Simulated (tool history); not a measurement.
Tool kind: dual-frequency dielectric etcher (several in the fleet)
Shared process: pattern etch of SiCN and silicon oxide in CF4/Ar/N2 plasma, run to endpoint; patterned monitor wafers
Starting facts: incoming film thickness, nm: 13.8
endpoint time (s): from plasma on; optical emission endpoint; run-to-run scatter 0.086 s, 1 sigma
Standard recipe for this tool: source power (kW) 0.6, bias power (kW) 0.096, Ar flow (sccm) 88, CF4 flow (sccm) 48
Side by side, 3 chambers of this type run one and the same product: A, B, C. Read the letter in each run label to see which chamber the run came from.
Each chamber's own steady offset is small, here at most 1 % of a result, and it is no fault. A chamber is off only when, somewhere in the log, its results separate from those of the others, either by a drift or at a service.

{"run": "1C", "hour": 4.1, "source power (kW)": 0.6, "bias power (kW)": 0.096, "Ar flow (sccm)": 88, "CF4 flow (sccm)": 48, "endpoint time (s)": 11.613}
{"run": "2A", "hour": 10.2, "source power (kW)": 0.6, "bias power (kW)": 0.096, "Ar flow (sccm)": 88, "CF4 flow (sccm)": 48, "endpoint time (s)": 11.802}
{"run": "3B", "hour": 15.5, "source power (kW)": 0.6, "bias power (kW)": 0.096, "Ar flow (sccm)": 88, "CF4 flow (sccm)": 48, "endpoint time (s)": 11.571}
{"run": "4A", "hour": 21.5, "source power (kW)": 0.6, "bias power (kW)": 0.096, "Ar flow (sccm)": 88, "CF4 flow (sccm)": 48, "endpoint time (s)": 11.535}
{"run": "5C", "hour": 25.8, "source power (kW)": 0.6, "bias power (kW)": 0.096, "Ar flow (sccm)": 88, "CF4 flow (sccm)": 48, "endpoint time (s)": 11.676}
{"run": "6B", "hour": 31.9, "source power (kW)": 0.6, "bias power (kW)": 0.096, "Ar flow (sccm)": 88, "CF4 flow (sccm)": 48, "endpoint time (s)": 11.696}
{"run": "7A", "hour": 38.3, "source power (kW)": 0.6, "bias power (kW)": 0.096, "Ar flow (sccm)": 88, "CF4 flow (sccm)": 48, "endpoint time (s)": 11.595}
{"run": "8C", "hour": 42.7, "source power (kW)": 0.6, "bias power (kW)": 0.096, "Ar flow (sccm)": 88, "CF4 flow (sccm)": 48, "endpoint time (s)": 11.656}
{"run": "9B", "hour": 47.7, "source power (kW)": 0.6, "bias power (kW)": 0.096, "Ar flow (sccm)": 88, "CF4 flow (sccm)": 48, "endpoint time (s)": 11.851}
{"run": "10C", "hour": 53.1, "source power (kW)": 0.6, "bias power (kW)": 0.096, "Ar flow (sccm)": 88, "CF4 flow (sccm)": 48, "endpoint time (s)": 11.719}
{"run": "11A", "hour": 58.2, "source power (kW)": 0.6, "bias power (kW)": 0.096, "Ar flow (sccm)": 88, "CF4 flow (sccm)": 48, "endpoint time (s)": 11.438}
{"run": "12B", "hour": 63.0, "source power (kW)": 0.6, "bias power (kW)": 0.096, "Ar flow (sccm)": 88, "CF4 flow (sccm)": 48, "endpoint time (s)": 11.858}
{"run": "13B", "hour": 69.5, "source power (kW)": 0.6, "bias power (kW)": 0.096, "Ar flow (sccm)": 88, "CF4 flow (sccm)": 48, "endpoint time (s)": 11.614}
{"hour": 71.9, "done": "chamber B: wet clean of the chamber"}
{"run": "14C", "hour": 73.9, "source power (kW)": 0.6, "bias power (kW)": 0.096, "Ar flow (sccm)": 88, "CF4 flow (sccm)": 48, "endpoint time (s)": 11.501}
{"run": "15A", "hour": 78.8, "source power (kW)": 0.6, "bias power (kW)": 0.096, "Ar flow (sccm)": 88, "CF4 flow (sccm)": 48, "endpoint time (s)": 11.734}
{"hour": 79.2, "done": "chamber A: wet clean of the chamber"}
{"run": "16C", "hour": 81.7, "source power (kW)": 0.6, "bias power (kW)": 0.096, "Ar flow (sccm)": 88, "CF4 flow (sccm)": 48, "endpoint time (s)": 11.703}
{"run": "17A", "hour": 85.4, "source power (kW)": 0.6, "bias power (kW)": 0.096, "Ar flow (sccm)": 88, "CF4 flow (sccm)": 48, "endpoint time (s)": 11.6}
{"run": "18B", "hour": 91.2, "source power (kW)": 0.6, "bias power (kW)": 0.096, "Ar flow (sccm)": 88, "CF4 flow (sccm)": 48, "endpoint time (s)": 11.571}
{"run": "19A", "hour": 97.7, "source power (kW)": 0.6, "bias power (kW)": 0.087, "Ar flow (sccm)": 88, "CF4 flow (sccm)": 53, "endpoint time (s)": 11.969}
{"run": "20B", "hour": 103.5, "source power (kW)": 0.6, "bias power (kW)": 0.087, "Ar flow (sccm)": 88, "CF4 flow (sccm)": 53, "endpoint time (s)": 11.94}
{"run": "21C", "hour": 110.0, "source power (kW)": 0.6, "bias power (kW)": 0.087, "Ar flow (sccm)": 88, "CF4 flow (sccm)": 53, "endpoint time (s)": 11.943}
{"run": "22B", "hour": 113.2, "source power (kW)": 0.6, "bias power (kW)": 0.096, "Ar flow (sccm)": 88, "CF4 flow (sccm)": 48, "endpoint time (s)": 11.816}
{"run": "23C", "hour": 116.1, "source power (kW)": 0.6, "bias power (kW)": 0.096, "Ar flow (sccm)": 88, "CF4 flow (sccm)": 48, "endpoint time (s)": 11.666}
{"run": "24A", "hour": 119.6, "source power (kW)": 0.6, "bias power (kW)": 0.096, "Ar flow (sccm)": 88, "CF4 flow (sccm)": 48, "endpoint time (s)": 11.764}
{"run": "25C", "hour": 125.0, "source power (kW)": 0.65, "bias power (kW)": 0.096, "Ar flow (sccm)": 88, "CF4 flow (sccm)": 48, "endpoint time (s)": 10.887}
{"run": "26A", "hour": 129.7, "source power (kW)": 0.65, "bias power (kW)": 0.096, "Ar flow (sccm)": 88, "CF4 flow (sccm)": 48, "endpoint time (s)": 10.904}
{"run": "27B", "hour": 132.9, "source power (kW)": 0.65, "bias power (kW)": 0.096, "Ar flow (sccm)": 88, "CF4 flow (sccm)": 48, "endpoint time (s)": 10.964}
{"run": "28C", "hour": 138.5, "source power (kW)": 0.6, "bias power (kW)": 0.096, "Ar flow (sccm)": 88, "CF4 flow (sccm)": 48, "endpoint time (s)": 11.751}
{"run": "29B", "hour": 142.3, "source power (kW)": 0.6, "bias power (kW)": 0.096, "Ar flow (sccm)": 88, "CF4 flow (sccm)": 48, "endpoint time (s)": 11.77}
{"run": "30A", "hour": 145.7, "source power (kW)": 0.6, "bias power (kW)": 0.096, "Ar flow (sccm)": 88, "CF4 flow (sccm)": 52, "endpoint time (s)": 11.745}
{"run": "31C", "hour": 150.1, "source power (kW)": 0.6, "bias power (kW)": 0.096, "Ar flow (sccm)": 88, "CF4 flow (sccm)": 52, "endpoint time (s)": 11.519}
{"run": "32B", "hour": 154.0, "source power (kW)": 0.6, "bias power (kW)": 0.096, "Ar flow (sccm)": 88, "CF4 flow (sccm)": 52, "endpoint time (s)": 11.538}
{"run": "33A", "hour": 157.2, "source power (kW)": 0.68, "bias power (kW)": 0.096, "Ar flow (sccm)": 88, "CF4 flow (sccm)": 48, "endpoint time (s)": 10.723}
{"run": "34B", "hour": 160.5, "source power (kW)": 0.68, "bias power (kW)": 0.096, "Ar flow (sccm)": 88, "CF4 flow (sccm)": 48, "endpoint time (s)": 10.472}
{"run": "35C", "hour": 163.4, "source power (kW)": 0.68, "bias power (kW)": 0.096, "Ar flow (sccm)": 88, "CF4 flow (sccm)": 48, "endpoint time (s)": 10.428}
{"run": "36A", "hour": 169.8, "source power (kW)": 0.6, "bias power (kW)": 0.096, "Ar flow (sccm)": 88, "CF4 flow (sccm)": 48, "endpoint time (s)": 11.937}
{"run": "37A", "hour": 175.4, "source power (kW)": 0.6, "bias power (kW)": 0.096, "Ar flow (sccm)": 88, "CF4 flow (sccm)": 48, "endpoint time (s)": 12.099}
{"run": "38B", "hour": 181.7, "source power (kW)": 0.74, "bias power (kW)": 0.096, "Ar flow (sccm)": 109, "CF4 flow (sccm)": 48, "endpoint time (s)": 10.145}
{"run": "39C", "hour": 187.5, "source power (kW)": 0.74, "bias power (kW)": 0.096, "Ar flow (sccm)": 109, "CF4 flow (sccm)": 48, "endpoint time (s)": 10.056}
{"run": "40A", "hour": 192.2, "source power (kW)": 0.74, "bias power (kW)": 0.096, "Ar flow (sccm)": 109, "CF4 flow (sccm)": 48, "endpoint time (s)": 10.258}
{"run": "41B", "hour": 195.4, "source power (kW)": 0.67, "bias power (kW)": 0.096, "Ar flow (sccm)": 109, "CF4 flow (sccm)": 48, "endpoint time (s)": 11.049}
{"run": "42C", "hour": 199.0, "source power (kW)": 0.67, "bias power (kW)": 0.096, "Ar flow (sccm)": 109, "CF4 flow (sccm)": 48, "endpoint time (s)": 10.948}
{"run": "43C", "hour": 205.5, "source power (kW)": 0.67, "bias power (kW)": 0.096, "Ar flow (sccm)": 109, "CF4 flow (sccm)": 48, "endpoint time (s)": 10.83}
{"run": "44B", "hour": 210.3, "source power (kW)": 0.6, "bias power (kW)": 0.096, "Ar flow (sccm)": 88, "CF4 flow (sccm)": 48, "endpoint time (s)": 11.624}

Read the log: is a single chamber off, either drifting away or since a service, is the gauge that measures every chamber drifting, or is nothing wrong beyond small per-chamber offsets? Name any odd chamber and what most likely caused it.

It is chamber A that slowly wanders off from its peers.
Most likely cause: source power that arrives under what is set, % = 4.39.

Here are 4 candidates for chamber A's next run, each the usual settings with a change, their results left as question marks. Which one brings its results back in line with what the others give on the usual settings?
Counts as in line when no further than this from what the other chambers average on the usual settings: endpoint time (s) 0.3
{"run": "45A-1", "hour": 215.0, "source power (kW)": 0.6, "bias power (kW)": 0.114, "Ar flow (sccm)": 88, "CF4 flow (sccm)": 52, "endpoint time (s)": "?"}
{"run": "45A-2", "hour": 215.0, "source power (kW)": 0.58, "bias power (kW)": 0.095, "Ar flow (sccm)": 88, "CF4 flow (sccm)": 48, "endpoint time (s)": "?"}
{"run": "45A-3", "hour": 215.0, "source power (kW)": 0.55, "bias power (kW)": 0.096, "Ar flow (sccm)": 88, "CF4 flow (sccm)": 47, "endpoint time (s)": "?"}
{"run": "45A-4", "hour": 215.0, "source power (kW)": 0.62, "bias power (kW)": 0.097, "Ar flow (sccm)": 88, "CF4 flow (sccm)": 48, "endpoint time (s)": "?"}

Usual-settings mean across the other chambers: endpoint time (s) 11.672
run=45A-1 endpoint_time_(s)=11.227
run=45A-2 endpoint_time_(s)=12.519
run=45A-3 endpoint_time_(s)=13.112
run=45A-4 endpoint_time_(s)=11.711
Change 45A-4 lands the chamber within the allowed miss of the other chambers.
